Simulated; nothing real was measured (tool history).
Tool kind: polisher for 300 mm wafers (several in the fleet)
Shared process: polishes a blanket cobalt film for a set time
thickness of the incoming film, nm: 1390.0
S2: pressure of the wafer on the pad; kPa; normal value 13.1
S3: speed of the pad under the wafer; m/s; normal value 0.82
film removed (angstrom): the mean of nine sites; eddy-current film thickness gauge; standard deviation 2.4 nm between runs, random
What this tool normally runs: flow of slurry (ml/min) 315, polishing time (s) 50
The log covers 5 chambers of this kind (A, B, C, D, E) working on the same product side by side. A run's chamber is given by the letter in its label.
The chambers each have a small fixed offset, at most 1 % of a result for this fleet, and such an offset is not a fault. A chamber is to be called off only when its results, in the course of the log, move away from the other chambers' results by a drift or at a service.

Run 1D, hour 2.7: usual settings. Result: film removed (angstrom) 1680.6.
At hour 5.0: chamber E: worn pad replaced by a new one.
Run 2C, hour 6.4: usual settings. Result: film removed (angstrom) 1694.5.
Run 3E, hour 9.6: usual settings. Result: film removed (angstrom) 1686.4.
Run 4B, hour 12.0: usual settings. Result: film removed (angstrom) 1674.2.
Run 5A, hour 17.1: usual settings. Result: film removed (angstrom) 1723.5.
Run 6D, hour 22.0: usual settings but flow of slurry (ml/min) 265, polishing time (s) 38. Result: film removed (angstrom) 1204.8.
Run 7A, hour 27.0: usual settings but flow of slurry (ml/min) 265, polishing time (s) 38. Result: film removed (angstrom) 1251.6.
Run 8E, hour 31.4: usual settings but flow of slurry (ml/min) 265, polishing time (s) 38. Result: film removed (angstrom) 1284.4.
Run 9B, hour 34.0: usual settings but flow of slurry (ml/min) 265, polishing time (s) 38. Result: film removed (angstrom) 1238.2.
Run 10C, hour 37.8: usual settings but flow of slurry (ml/min) 265, polishing time (s) 38. Result: film removed (angstrom) 1242.5.
Run 11C, hour 40.7: usual settings. Result: film removed (angstrom) 1649.8.
At hour 44.5: chamber C: worn pad replaced by a new one.
Run 12B, hour 45.8: usual settings but S2 15.2 kPa. Result: film removed (angstrom) 1838.6.
Run 13D, hour 48.1: usual settings but S2 15.2 kPa. Result: film removed (angstrom) 1917.7.
At hour 49.9: chamber B: slurry nozzle cleaned.
Run 14E, hour 52.0: usual settings but S2 15.2 kPa. Result: film removed (angstrom) 1915.3.
Run 15A, hour 56.5: usual settings but S2 15.2 kPa. Result: film removed (angstrom) 1912.7.
Run 16B, hour 59.2: usual settings but S2 15.2 kPa. Result: film removed (angstrom) 1883.5.
Run 17E, hour 62.0: usual settings. Result: film removed (angstrom) 1708.0.
At hour 62.3: chamber E: worn pad replaced by a new one.
Run 18C, hour 67.1: usual settings. Result: film removed (angstrom) 1668.4.
Run 19D, hour 71.8: usual settings. Result: film removed (angstrom) 1660.8.
Run 20A, hour 75.4: usual settings. Result: film removed (angstrom) 1679.9.
Run 21B, hour 80.4: usual settings. Result: film removed (angstrom) 1598.3.
At hour 82.7: chamber D: worn pad replaced by a new one.
Run 22E, hour 84.6: usual settings. Result: film removed (angstrom) 1691.0.
At hour 86.7: chamber A: worn pad replaced by a new one.
Run 23C, hour 89.2: usual settings. Result: film removed (angstrom) 1699.0.
Run 24D, hour 92.5: usual settings. Result: film removed (angstrom) 1690.1.
Run 25A, hour 97.2: usual settings. Result: film removed (angstrom) 1679.1.
Run 26A, hour 101.6: usual settings. Result: film removed (angstrom) 1691.2.
Run 27E, hour 104.9: usual settings but S2 9.7 kPa. Result: film removed (angstrom) 1230.5.
Run 28D, hour 108.8: usual settings but S2 9.7 kPa. Result: film removed (angstrom) 1236.1.
At hour 112.8: chamber A: head pressure recalibrated.
Run 29C, hour 112.9: usual settings but S2 9.7 kPa. Result: film removed (angstrom) 1213.8.
At hour 115.6: chamber C: worn pad replaced by a new one.
Run 30B, hour 118.3: usual settings but S2 9.7 kPa. Result: film removed (angstrom) 1144.0.
Run 31B, hour 122.0: usual settings but S2 9.7 kPa. Result: film removed (angstrom) 1126.1.
Run 32C, hour 125.5: usual settings. Result: film removed (angstrom) 1657.9.
Run 33A, hour 129.7: usual settings. Result: film removed (angstrom) 1669.4.
At hour 130.9: chamber E: worn pad replaced by a new one.
Run 34E, hour 133.4: usual settings but flow of slurry (ml/min) 365, polishing time (s) 58. Result: film removed (angstrom) 1997.7.

Read the log: is a single chamber off, either drifting away or since a service, is the gauge that measures every chamber drifting, or is nothing wrong beyond small per-chamber offsets? Name any odd chamber and what most likely caused it.

Little by little, chamber B moves away from the other chambers.
Most likely cause: removal rate lost through wear of the pad, % = 11.9.
The log may not tell that from: head's pressure below its setpoint, %.

Chamber B could run next with any of the 4 candidate recipes listed below; each alters the usual settings, and their results appear as question marks. Which one brings its results back in line with what the other chambers deliver on the usual settings?
In line here means within this much of the mean the other chambers give on the usual settings: film removed (angstrom) 82.0
Run 35B-1, hour 137.3: usual settings but S2 13.8 kPa, S3 0.84 m/s, polishing time (s) 52. Result: film removed (angstrom) ?.
Run 35B-2, hour 137.3: usual settings but polishing time (s) 44. Result: film removed (angstrom) ?.
Run 35B-3, hour 137.3: usual settings but S2 11.7 kPa, polishing time (s) 44. Result: film removed (angstrom) ?.
Run 35B-4, hour 137.3: usual settings but flow of slurry (ml/min) 320, S3 1.04 m/s. Result: film removed (angstrom) ?.

On the usual settings, the other chambers give on average: film removed (angstrom) 1675.3
  run  film removed (angstrom)
35B-1                   1685.1
35B-2                   1321.9
35B-3                   1182.8
35B-4                   1913.8
35B-1 puts the chamber back in line with the other chambers.
